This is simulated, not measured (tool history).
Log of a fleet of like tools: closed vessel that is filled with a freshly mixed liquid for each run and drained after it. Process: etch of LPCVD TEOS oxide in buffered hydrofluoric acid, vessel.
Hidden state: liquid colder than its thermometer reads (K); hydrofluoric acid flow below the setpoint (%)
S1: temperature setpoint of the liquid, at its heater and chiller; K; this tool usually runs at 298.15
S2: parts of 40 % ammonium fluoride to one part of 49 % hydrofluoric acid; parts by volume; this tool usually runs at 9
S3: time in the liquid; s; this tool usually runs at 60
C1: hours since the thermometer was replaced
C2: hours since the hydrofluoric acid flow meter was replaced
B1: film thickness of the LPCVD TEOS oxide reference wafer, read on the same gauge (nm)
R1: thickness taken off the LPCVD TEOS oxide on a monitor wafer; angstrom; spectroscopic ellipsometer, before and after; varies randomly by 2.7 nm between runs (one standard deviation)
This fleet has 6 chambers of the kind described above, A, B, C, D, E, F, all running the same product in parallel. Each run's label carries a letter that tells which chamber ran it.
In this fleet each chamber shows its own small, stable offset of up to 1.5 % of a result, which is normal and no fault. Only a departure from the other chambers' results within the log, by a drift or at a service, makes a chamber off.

| run | hour | S1 | S2 | S3 | C1 | C2 | B1 | R1 |
|---|---|---|---|---|---|---|---|---|
| 1F | 5.8 | 298.15 | 9 | 60 | 595.9 | 882.8 | 29.945 | 2972.8 |
| 2D | 10.6 | 298.15 | 9 | 60 | 520.3 | 118 | 30.001 | 2990.6 |
| 3A | 18.4 | 298.15 | 9 | 60 | 783.4 | 638.1 | 29.983 | 2950.5 |
| 4B | 23.5 | 298.15 | 9 | 60 | 939.7 | 644.2 | 29.955 | 2946.8 |
| 5E | 30.1 | 298.15 | 9 | 60 | 1742.9 | 892.9 | 30.034 | 3008.1 |
| 6C | 37.5 | 298.15 | 6 | 40 | 81.3 | 202.8 | 30.013 | 3030.4 |
| 7D | 43.3 | 298.15 | 6 | 40 | 553 | 150.7 | 29.955 | 2957.5 |
| 8B | 51.3 | 298.15 | 6 | 40 | 967.5 | 672 | 30.004 | 3030.1 |
| 9C | 58.6 | 298.15 | 6 | 40 | 102.4 | 223.9 | 30.035 | 2998.7 |
| 10A | 63.7 | 298.15 | 6 | 40 | 828.7 | 683.4 | 30.044 | 2943 |
| 11F | 68.1 | 298.15 | 6 | 40 | 658.2 | 945.1 | 30.006 | 2885.2 |
| 12E | 73.1 | 298.15 | 9 | 60 | 1785.9 | 935.9 | 30.025 | 3009.5 |
| 13E | 78.4 | 298.15 | 9 | 60 | 1791.2 | 941.2 | 29.991 | 3004.9 |
| 14D | 83.9 | 298.15 | 9 | 60 | 593.6 | 191.3 | 30.017 | 2974.1 |
| 15F | 89.4 | 298.15 | 9 | 60 | 679.5 | 966.4 | 30.01 | 2846.7 |
| 16C | 94.4 | 298.15 | 9 | 60 | 138.2 | 259.7 | 30.002 | 3049.5 |
| 17A | 99.4 | 298.15 | 9 | 60 | 864.4 | 719.1 | 30.001 | 2964.1 |
| 18B | 105.3 | 298.15 | 9 | 60 | 1021.5 | 726 | 29.994 | 3047.7 |
| 19A | 110 | 298.15 | 9 | 60 | 875 | 729.7 | 30.011 | 3007 |
| 20F | 114.6 | 298.15 | 9 | 60 | 704.7 | 991.6 | 29.955 | 2813.9 |
| 21B | 120.5 | 298.15 | 9 | 60 | 1036.7 | 741.2 | 30.016 | 3015.3 |
| 22C | 125.8 | 298.15 | 9 | 80 | 169.6 | 291.1 | 29.998 | 4020.7 |
| 23E | 132.5 | 298.15 | 9 | 80 | 1845.3 | 995.3 | 30.016 | 3963.1 |
| 24D | 136.8 | 298.15 | 9 | 80 | 646.5 | 244.2 | 30.012 | 3963.9 |
| 25E | 144.2 | 298.15 | 9 | 80 | 1857 | 1007 | 30.025 | 4032.2 |
|  | 147.9 | chamber B: hydrofluoric acid flow meter replaced |
| 26B | 149.2 | 298.15 | 9 | 80 | 1065.4 | 1.4 | 30.038 | 4022.1 |
| 27C | 155.1 | 298.15 | 9 | 80 | 198.9 | 320.4 | 30.015 | 3982.5 |
|  | 160.1 | chamber E: hydrofluoric acid flow meter replaced |
| 28F | 160.2 | 298.15 | 9 | 60 | 750.3 | 1037.2 | 30.014 | 2698.4 |
| 29A | 166.2 | 298.15 | 9 | 60 | 931.2 | 785.9 | 29.956 | 2981 |
| 30D | 172.3 | 298.15 | 9 | 60 | 682 | 279.7 | 29.991 | 2951 |
| 31C | 177.4 | 298.15 | 9 | 60 | 221.2 | 342.7 | 29.993 | 2965 |
|  | 179 | chamber A: hydrofluoric acid flow meter replaced |
| 32A | 181.2 | 298.15 | 9 | 60 | 946.2 | 2.2 | 30.003 | 3011.5 |
| 33B | 187.6 | 298.15 | 9 | 60 | 1103.8 | 39.8 | 30.03 | 3021.3 |
| 34F | 192.9 | 298.15 | 9 | 60 | 783 | 1069.9 | 29.982 | 2702.5 |
| 35D | 198.7 | 298.15 | 9 | 60 | 708.4 | 306.1 | 30.017 | 2975.1 |
| 36E | 202.2 | 298.15 | 9 | 60 | 1915 | 42.1 | 29.968 | 3067.6 |
| 37D | 207.9 | 298.15 | 9 | 60 | 717.6 | 315.3 | 30.042 | 2968.9 |
| 38A | 215 | 302.15 | 9 | 60 | 980 | 36 | 29.944 | 3708.9 |
| 39E | 222.9 | 302.15 | 9 | 60 | 1935.7 | 62.8 | 30.065 | 3741 |

For the next run the whole fleet of 6 chambers uses the same settings. Give each chamber's results:
| 40A | 228.6 | 302.65 | 9 | 60 |  |  |  | ? |
| 40B | 228.6 | 302.65 | 9 | 60 |  |  |  | ? |
| 40C | 228.6 | 302.65 | 9 | 60 |  |  |  | ? |
| 40D | 228.6 | 302.65 | 9 | 60 |  |  |  | ? |
| 40E | 228.6 | 302.65 | 9 | 60 |  |  |  | ? |
| 40F | 228.6 | 302.65 | 9 | 60 |  |  |  | ? |

| run | R1 |
|---|---|
| 40A | 3829.7 |
| 40B | 3768.4 |
| 40C | 3827 |
| 40D | 3796.8 |
| 40E | 3847.1 |
| 40F | 3376.6 |

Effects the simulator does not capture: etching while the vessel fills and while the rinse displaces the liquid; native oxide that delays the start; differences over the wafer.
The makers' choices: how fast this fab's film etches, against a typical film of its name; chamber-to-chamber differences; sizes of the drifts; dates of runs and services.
